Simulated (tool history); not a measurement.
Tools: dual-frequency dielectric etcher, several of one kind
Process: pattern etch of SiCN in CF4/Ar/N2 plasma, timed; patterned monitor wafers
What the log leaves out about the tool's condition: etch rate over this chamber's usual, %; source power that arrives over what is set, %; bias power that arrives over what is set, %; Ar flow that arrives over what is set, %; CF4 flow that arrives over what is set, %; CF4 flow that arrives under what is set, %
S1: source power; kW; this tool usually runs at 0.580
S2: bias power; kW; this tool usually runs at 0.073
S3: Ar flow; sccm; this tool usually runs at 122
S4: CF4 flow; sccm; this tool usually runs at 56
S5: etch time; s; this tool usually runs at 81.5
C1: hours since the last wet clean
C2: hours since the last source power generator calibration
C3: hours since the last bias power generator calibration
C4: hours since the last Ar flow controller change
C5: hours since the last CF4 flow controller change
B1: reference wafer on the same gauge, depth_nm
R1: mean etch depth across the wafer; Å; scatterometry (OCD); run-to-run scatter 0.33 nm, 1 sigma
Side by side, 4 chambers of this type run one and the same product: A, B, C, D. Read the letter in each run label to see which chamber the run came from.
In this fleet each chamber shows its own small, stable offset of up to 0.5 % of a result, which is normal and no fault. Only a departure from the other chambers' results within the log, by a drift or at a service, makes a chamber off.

| run | hour | S1 | S2 | S3 | S4 | S5 | C1 | C2 | C3 | C4 | C5 | B1 | R1 |
|---|---|---|---|---|---|---|---|---|---|---|---|---|---|
| 1C | 12.4 | 0.580 | 0.073 | 122 | 56 | 81.5 | 183.4 | 1988.4 | 1924.0 | 1977.6 | 2925.4 | 92.462 | 818.51 |
| 2B | 24.6 | 0.580 | 0.073 | 122 | 56 | 81.5 | 216.6 | 2282.9 | 438.9 | 2541.1 | 2506.7 | 92.567 | 821.88 |
| 3D | 35.1 | 0.580 | 0.073 | 122 | 56 | 81.5 | 119.8 | 280.0 | 1360.5 | 2327.8 | 4705.7 | 92.515 | 819.51 |
| 4A | 43.2 | 0.580 | 0.073 | 122 | 56 | 81.5 | 439.0 | 682.1 | 1957.7 | 1240.5 | 3728.0 | 92.501 | 830.28 |
| 5D | 57.8 | 0.580 | 0.073 | 122 | 56 | 81.5 | 142.5 | 302.7 | 1383.2 | 2350.5 | 4728.4 | 92.509 | 821.49 |
| 6C | 66.7 | 0.580 | 0.073 | 122 | 56 | 81.5 | 237.7 | 2042.7 | 1978.3 | 2031.9 | 2979.7 | 92.440 | 824.83 |
| 7B | 75.3 | 0.580 | 0.073 | 122 | 56 | 81.5 | 267.3 | 2333.6 | 489.6 | 2591.8 | 2557.4 | 92.446 | 822.41 |
| 8A | 88.9 | 0.580 | 0.073 | 122 | 56 | 81.5 | 484.7 | 727.8 | 2003.4 | 1286.2 | 3773.7 | 92.479 | 824.53 |
| 9D | 95.8 | 0.580 | 0.073 | 122 | 56 | 81.5 | 180.5 | 340.7 | 1421.2 | 2388.5 | 4766.4 | 92.527 | 818.45 |
| 10A | 104.1 | 0.580 | 0.073 | 122 | 56 | 81.5 | 499.9 | 743.0 | 2018.6 | 1301.4 | 3788.9 | 92.456 | 831.40 |
|  | 111.2 | chamber A: bias power generator calibrated |
| 11C | 119.0 | 0.580 | 0.073 | 122 | 56 | 81.5 | 290.0 | 2095.0 | 2030.6 | 2084.2 | 3032.0 | 92.503 | 832.70 |
| 12B | 132.0 | 0.580 | 0.073 | 122 | 56 | 81.5 | 324.0 | 2390.3 | 546.3 | 2648.5 | 2614.1 | 92.471 | 829.56 |
| 13A | 145.8 | 0.580 | 0.073 | 122 | 56 | 81.5 | 541.6 | 784.7 | 34.6 | 1343.1 | 3830.6 | 92.467 | 830.58 |
|  | 149.2 | chamber C: source power generator calibrated |
|  | 149.2 | chamber B: CF4 flow controller replaced |
| 14C | 153.2 | 0.580 | 0.073 | 122 | 56 | 81.5 | 324.2 | 4.0 | 2064.8 | 2118.4 | 3066.2 | 92.533 | 854.00 |
| 15D | 159.7 | 0.580 | 0.073 | 122 | 56 | 81.5 | 244.4 | 404.6 | 1485.1 | 2452.4 | 4830.3 | 92.537 | 825.95 |
| 16B | 168.6 | 0.580 | 0.073 | 122 | 56 | 81.5 | 360.6 | 2426.9 | 582.9 | 2685.1 | 19.5 | 92.557 | 819.19 |
| 17A | 181.8 | 0.580 | 0.073 | 122 | 56 | 81.5 | 577.6 | 820.7 | 70.6 | 1379.1 | 3866.6 | 92.512 | 832.80 |
| 18D | 192.5 | 0.580 | 0.073 | 122 | 56 | 81.5 | 277.2 | 437.4 | 1517.9 | 2485.2 | 4863.1 | 92.445 | 823.54 |
| 19B | 206.7 | 0.580 | 0.073 | 122 | 56 | 81.5 | 398.7 | 2465.0 | 621.0 | 2723.2 | 57.6 | 92.575 | 823.51 |
| 20C | 218.8 | 0.580 | 0.073 | 122 | 56 | 81.5 | 389.8 | 69.6 | 2130.4 | 2184.0 | 3131.8 | 92.584 | 853.93 |
| 21C | 228.2 | 0.580 | 0.073 | 122 | 56 | 81.5 | 399.2 | 79.0 | 2139.8 | 2193.4 | 3141.2 | 92.452 | 847.51 |
|  | 239.2 | chamber A: wet clean of the chamber |
| 22B | 241.4 | 0.580 | 0.073 | 122 | 56 | 81.5 | 433.4 | 2499.7 | 655.7 | 2757.9 | 92.3 | 92.387 | 824.81 |
| 23A | 255.0 | 0.580 | 0.073 | 122 | 56 | 81.5 | 15.9 | 893.9 | 143.8 | 1452.3 | 3939.8 | 92.559 | 824.33 |
| 24D | 268.9 | 0.580 | 0.073 | 122 | 56 | 81.5 | 353.6 | 513.8 | 1594.3 | 2561.6 | 4939.5 | 92.519 | 823.42 |
| 25D | 283.7 | 0.580 | 0.073 | 122 | 56 | 81.5 | 368.4 | 528.6 | 1609.1 | 2576.4 | 4954.3 | 92.570 | 826.40 |
| 26C | 290.6 | 0.580 | 0.073 | 122 | 56 | 81.5 | 461.6 | 141.4 | 2202.2 | 2255.8 | 3203.6 | 92.427 | 848.91 |
| 27A | 301.1 | 0.580 | 0.073 | 122 | 56 | 81.5 | 62.0 | 940.0 | 189.9 | 1498.4 | 3985.9 | 92.460 | 820.51 |
| 28B | 309.5 | 0.580 | 0.073 | 122 | 56 | 81.5 | 501.5 | 2567.8 | 723.8 | 2826.0 | 160.4 | 92.548 | 826.76 |
| 29A | 321.5 | 0.580 | 0.073 | 122 | 56 | 81.5 | 82.4 | 960.4 | 210.3 | 1518.8 | 4006.3 | 92.478 | 823.32 |
| 30D | 333.1 | 0.580 | 0.073 | 122 | 56 | 81.5 | 417.8 | 578.0 | 1658.5 | 2625.8 | 5003.7 | 92.552 | 830.56 |
|  | 340.5 | chamber D: wet clean of the chamber |
| 31B | 343.8 | 0.580 | 0.073 | 122 | 56 | 81.5 | 535.8 | 2602.1 | 758.1 | 2860.3 | 194.7 | 92.498 | 831.62 |
| 32C | 355.1 | 0.580 | 0.073 | 106 | 56 | 81.5 | 526.1 | 205.9 | 2266.7 | 2320.3 | 3268.1 | 92.516 | 878.68 |
| 33A | 367.2 | 0.580 | 0.073 | 106 | 56 | 81.5 | 128.1 | 1006.1 | 256.0 | 1564.5 | 4052.0 | 92.508 | 845.40 |
|  | 372.0 | chamber C: wet clean of the chamber |
| 34D | 375.4 | 0.580 | 0.073 | 106 | 56 | 81.5 | 35.0 | 620.3 | 1700.8 | 2668.1 | 5046.0 | 92.561 | 838.23 |
| 35B | 388.1 | 0.580 | 0.073 | 106 | 56 | 81.5 | 580.1 | 2646.4 | 802.4 | 2904.6 | 239.0 | 92.528 | 840.84 |
| 36C | 397.1 | 0.580 | 0.073 | 122 | 56 | 81.5 | 25.2 | 247.9 | 2308.7 | 2362.3 | 3310.1 | 92.501 | 852.54 |
| 37A | 408.4 | 0.580 | 0.073 | 122 | 56 | 81.5 | 169.3 | 1047.3 | 297.2 | 1605.7 | 4093.2 | 92.560 | 823.81 |

What goes on in this fleet: one chamber off, a drifting gauge, or nothing beyond the chambers' own small offsets? Name the chamber and the cause, if any.

Chamber C has stood off from the others ever since a service on it.
What lies behind it: source power that arrives over what is set, % = 3.83.

Below are 4 candidate recipes for chamber C's next run, each the usual settings with a change, their results shown as question marks. Which of them brings C's results back in line with what the other chambers give on the usual settings?
In line here means within this much of the mean the other chambers give on the usual settings: R1 12.00 Å
| 38C-1 | 419.3 | 0.580 | 0.072 | 122 | 56 | 76.5 |  |  |  |  |  |  | ? |
| 38C-2 | 419.3 | 0.620 | 0.075 | 122 | 57 | 81.5 |  |  |  |  |  |  | ? |
| 38C-3 | 419.3 | 0.600 | 0.073 | 122 | 56 | 81.5 |  |  |  |  |  |  | ? |
| 38C-4 | 419.3 | 0.570 | 0.073 | 122 | 56 | 79.5 |  |  |  |  |  |  | ? |

Usual-settings mean across the other chambers: R1 823.61 Å
| run | R1 |
|---|---|
| 38C-1 | 795.76 |
| 38C-2 | 914.79 |
| 38C-3 | 877.62 |
| 38C-4 | 818.71 |
With 38C-4, the chamber falls back in line with the rest.
